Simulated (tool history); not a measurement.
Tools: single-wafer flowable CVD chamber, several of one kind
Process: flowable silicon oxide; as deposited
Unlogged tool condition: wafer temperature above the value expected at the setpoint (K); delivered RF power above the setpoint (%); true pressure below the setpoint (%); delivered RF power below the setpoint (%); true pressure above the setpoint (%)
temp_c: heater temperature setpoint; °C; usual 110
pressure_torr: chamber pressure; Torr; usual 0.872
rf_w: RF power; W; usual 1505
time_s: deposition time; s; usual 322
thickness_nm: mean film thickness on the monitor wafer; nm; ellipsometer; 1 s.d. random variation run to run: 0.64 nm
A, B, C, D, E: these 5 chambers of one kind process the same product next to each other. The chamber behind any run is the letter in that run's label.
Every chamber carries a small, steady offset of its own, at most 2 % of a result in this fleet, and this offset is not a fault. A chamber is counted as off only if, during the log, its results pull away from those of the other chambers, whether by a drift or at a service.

| run | hour | temp_c | pressure_torr | rf_w | time_s | hours since the last thermocouple change | hours since the last RF generator calibration | hours since the last manometer calibration | read-back reference wafer on the same gauge, thickness_nm | thickness_nm |
|---|---|---|---|---|---|---|---|---|---|---|
|  | 1.9 | chamber A: capacitance manometer re-zeroed and calibrated |
| 1C | 3.4 | 110 | 0.872 | 1505 | 322 | 59.5 | 322.6 | 920.7 | 134 | 146.68 |
| 2D | 8.9 | 110 | 0.872 | 1505 | 322 | 2466.6 | 635.6 | 594.4 | 133.95 | 145.88 |
| 3A | 12.3 | 110 | 0.872 | 1505 | 322 | 652.7 | 417.6 | 10.5 | 133.87 | 146.17 |
| 4E | 15.3 | 110 | 0.872 | 1505 | 322 | 1137.9 | 45.3 | 849.1 | 134.03 | 143.31 |
| 5B | 20.6 | 110 | 0.872 | 1505 | 322 | 1571.8 | 998.3 | 667.5 | 134.03 | 144.55 |
| 6A | 25.9 | 110 | 0.872 | 1505 | 322 | 666.3 | 431.2 | 24.1 | 134.21 | 145.72 |
| 7B | 29.3 | 110 | 0.872 | 1505 | 322 | 1580.5 | 1007 | 676.2 | 133.95 | 144.63 |
| 8E | 32.8 | 110 | 0.872 | 1505 | 322 | 1155.4 | 62.8 | 866.6 | 134.04 | 143.3 |
| 9C | 37.2 | 110 | 0.872 | 1505 | 322 | 93.3 | 356.4 | 954.5 | 134.04 | 145.51 |
| 10D | 42.6 | 110 | 0.872 | 1505 | 322 | 2500.3 | 669.3 | 628.1 | 134.1 | 144.82 |
| 11C | 45.4 | 110 | 0.872 | 1505 | 322 | 101.5 | 364.6 | 962.7 | 134.15 | 146.8 |
| 12D | 49.5 | 110 | 0.872 | 1505 | 322 | 2507.2 | 676.2 | 635 | 133.87 | 145.21 |
| 13E | 54 | 110 | 0.872 | 1505 | 322 | 1176.6 | 84 | 887.8 | 134.03 | 143.7 |
| 14B | 58.5 | 110 | 0.872 | 1505 | 322 | 1609.7 | 1036.2 | 705.4 | 134.05 | 146.32 |
|  | 61.7 | chamber D: thermocouple changed; heater temperature recalibrated |
| 15A | 63.7 | 110 | 0.872 | 1505 | 322 | 704.1 | 469 | 61.9 | 134.07 | 146.66 |
| 16D | 68.1 | 110 | 0.872 | 1505 | 322 | 6.4 | 694.8 | 653.6 | 133.92 | 146.24 |
| 17E | 71.6 | 110 | 0.872 | 1505 | 322 | 1194.2 | 101.6 | 905.4 | 134 | 143.17 |
| 18A | 75.6 | 110 | 0.872 | 1505 | 322 | 716 | 480.9 | 73.8 | 134.17 | 146.62 |
| 19B | 81 | 110 | 0.872 | 1505 | 322 | 1632.2 | 1058.7 | 727.9 | 133.94 | 146.18 |
| 20C | 86.4 | 110 | 0.872 | 1505 | 322 | 142.5 | 405.6 | 1003.7 | 133.99 | 144.96 |
| 21E | 91.4 | 110 | 0.872 | 1505 | 322 | 1214 | 121.4 | 925.2 | 133.98 | 143.21 |
| 22C | 96.5 | 110 | 0.872 | 1505 | 322 | 152.6 | 415.7 | 1013.8 | 134.03 | 145.49 |
| 23B | 100.2 | 110 | 0.872 | 1505 | 322 | 1651.4 | 1077.9 | 747.1 | 134.03 | 145.88 |
| 24D | 105.6 | 110 | 0.872 | 1505 | 322 | 43.9 | 732.3 | 691.1 | 133.87 | 144.52 |
| 25A | 110.7 | 121 | 0.872 | 1505 | 346 | 751.1 | 516 | 108.9 | 134.09 | 112.69 |
| 26C | 113.9 | 121 | 0.872 | 1505 | 346 | 170 | 433.1 | 1031.2 | 133.95 | 110.7 |
| 27E | 116.7 | 121 | 0.872 | 1505 | 346 | 1239.3 | 146.7 | 950.5 | 133.94 | 110.33 |
| 28A | 119.1 | 121 | 0.872 | 1505 | 346 | 759.5 | 524.4 | 117.3 | 133.89 | 112.06 |
| 29B | 123.8 | 121 | 0.872 | 1505 | 346 | 1675 | 1101.5 | 770.7 | 133.96 | 112.5 |
| 30D | 127.9 | 110 | 0.872 | 1505 | 322 | 66.2 | 754.6 | 713.4 | 134.01 | 146.31 |
| 31A | 130.8 | 110 | 0.872 | 1505 | 322 | 771.2 | 536.1 | 129 | 134.08 | 147.27 |
| 32C | 134.7 | 110 | 0.872 | 1505 | 322 | 190.8 | 453.9 | 1052 | 133.92 | 144.44 |
| 33D | 137.4 | 110 | 0.872 | 1505 | 322 | 75.7 | 764.1 | 722.9 | 134.19 | 145.42 |
| 34B | 142.5 | 110 | 0.872 | 1505 | 322 | 1693.7 | 1120.2 | 789.4 | 133.99 | 144.38 |
|  | 145.1 | chamber C: capacitance manometer re-zeroed and calibrated |
| 35E | 146.4 | 110 | 0.872 | 1505 | 322 | 1269 | 176.4 | 980.2 | 133.86 | 142.57 |
| 36B | 149.8 | 110 | 0.872 | 1505 | 322 | 1701 | 1127.5 | 796.7 | 133.95 | 144.97 |
| 37E | 154.9 | 110 | 0.872 | 1505 | 322 | 1277.5 | 184.9 | 988.7 | 133.98 | 142.69 |
| 38A | 158.2 | 110 | 0.872 | 1505 | 298 | 798.6 | 563.5 | 156.4 | 134.07 | 134.16 |
| 39C | 162.5 | 110 | 0.872 | 1505 | 298 | 218.6 | 481.7 | 17.4 | 134.08 | 131.63 |
| 40D | 166.5 | 110 | 0.872 | 1505 | 298 | 104.8 | 793.2 | 752 | 134.03 | 134.96 |

Next, all 5 chambers run the settings below, one line each with question marks for the results. What does each chamber give?
| 41A | 170.4 | 110 | 0.872 | 1505 | 322 |  |  |  |  | ? |
| 41B | 170.4 | 110 | 0.872 | 1505 | 322 |  |  |  |  | ? |
| 41C | 170.4 | 110 | 0.872 | 1505 | 322 |  |  |  |  | ? |
| 41D | 170.4 | 110 | 0.872 | 1505 | 322 |  |  |  |  | ? |
| 41E | 170.4 | 110 | 0.872 | 1505 | 322 |  |  |  |  | ? |

| run | thickness_nm |
|---|---|
| 41A | 146.94 |
| 41B | 145.02 |
| 41C | 143.23 |
| 41D | 145.26 |
| 41E | 143.84 |

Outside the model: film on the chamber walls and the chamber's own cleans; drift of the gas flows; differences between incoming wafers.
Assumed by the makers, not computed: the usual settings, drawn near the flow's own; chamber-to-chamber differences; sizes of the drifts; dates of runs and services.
